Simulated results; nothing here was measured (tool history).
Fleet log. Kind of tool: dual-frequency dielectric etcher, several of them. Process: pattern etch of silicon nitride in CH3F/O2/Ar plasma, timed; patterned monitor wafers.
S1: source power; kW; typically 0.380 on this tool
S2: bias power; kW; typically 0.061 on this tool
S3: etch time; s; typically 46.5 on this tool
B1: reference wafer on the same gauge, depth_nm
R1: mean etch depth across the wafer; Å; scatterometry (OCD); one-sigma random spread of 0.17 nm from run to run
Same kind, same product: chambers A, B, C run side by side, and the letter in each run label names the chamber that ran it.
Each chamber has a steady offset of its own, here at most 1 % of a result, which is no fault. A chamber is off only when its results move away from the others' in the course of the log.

run	day	S1	S2	S3	B1	R1
1A	0.183	0.380	0.061	46.5	26.300	298.49
2B	0.408	0.380	0.061	46.5	26.294	302.80
3C	0.567	0.380	0.061	46.5	26.308	306.72
4A	0.725	0.380	0.061	46.5	26.291	302.61
5C	0.900	0.380	0.061	46.5	26.316	301.93
6B	1.092	0.380	0.061	46.5	26.280	301.15
# day 1.204: chamber B: wet clean of the chamber
7B	1.246	0.310	0.061	59.0	26.292	356.77
8C	1.392	0.310	0.061	59.0	26.318	357.44
9A	1.558	0.310	0.061	59.0	26.306	354.00
10C	1.733	0.380	0.061	46.5	26.308	300.24
11A	1.892	0.380	0.061	46.5	26.317	302.05
12B	2.092	0.380	0.061	46.5	26.285	307.30
13C	2.200	0.380	0.061	46.5	26.285	306.57
14B	2.358	0.380	0.061	46.5	26.339	303.36
15A	2.500	0.380	0.061	46.5	26.310	300.89
16C	2.725	0.380	0.061	46.5	26.308	303.67
17B	2.842	0.380	0.061	46.5	26.300	301.60
18A	2.979	0.380	0.061	46.5	26.279	299.47
19A	3.138	0.470	0.068	46.5	26.289	339.46
20B	3.325	0.470	0.068	46.5	26.304	343.16
21C	3.471	0.470	0.068	46.5	26.291	342.56
22B	3.671	0.380	0.061	46.5	26.273	304.81
23A	3.875	0.380	0.061	46.5	26.299	301.70
24C	4.004	0.380	0.061	46.5	26.309	305.17
25B	4.167	0.380	0.061	46.5	26.294	301.93
26C	4.383	0.380	0.061	46.5	26.302	306.65
27A	4.567	0.380	0.061	46.5	26.316	300.08
28B	4.700	0.380	0.061	46.5	26.274	302.63
29C	4.808	0.380	0.061	46.5	26.305	301.67
30A	5.000	0.380	0.061	46.5	26.308	299.41
31C	5.104	0.380	0.061	46.5	26.323	304.62

Decide between three cases: one chamber stands off from its peers, the gauge reading all wafers drifts, or nothing is wrong past each chamber's small offset. Where a chamber is off, say which and what most likely put it there.

Nothing is wrong: each chamber keeps only its own small, steady offset and the gauge holds still.

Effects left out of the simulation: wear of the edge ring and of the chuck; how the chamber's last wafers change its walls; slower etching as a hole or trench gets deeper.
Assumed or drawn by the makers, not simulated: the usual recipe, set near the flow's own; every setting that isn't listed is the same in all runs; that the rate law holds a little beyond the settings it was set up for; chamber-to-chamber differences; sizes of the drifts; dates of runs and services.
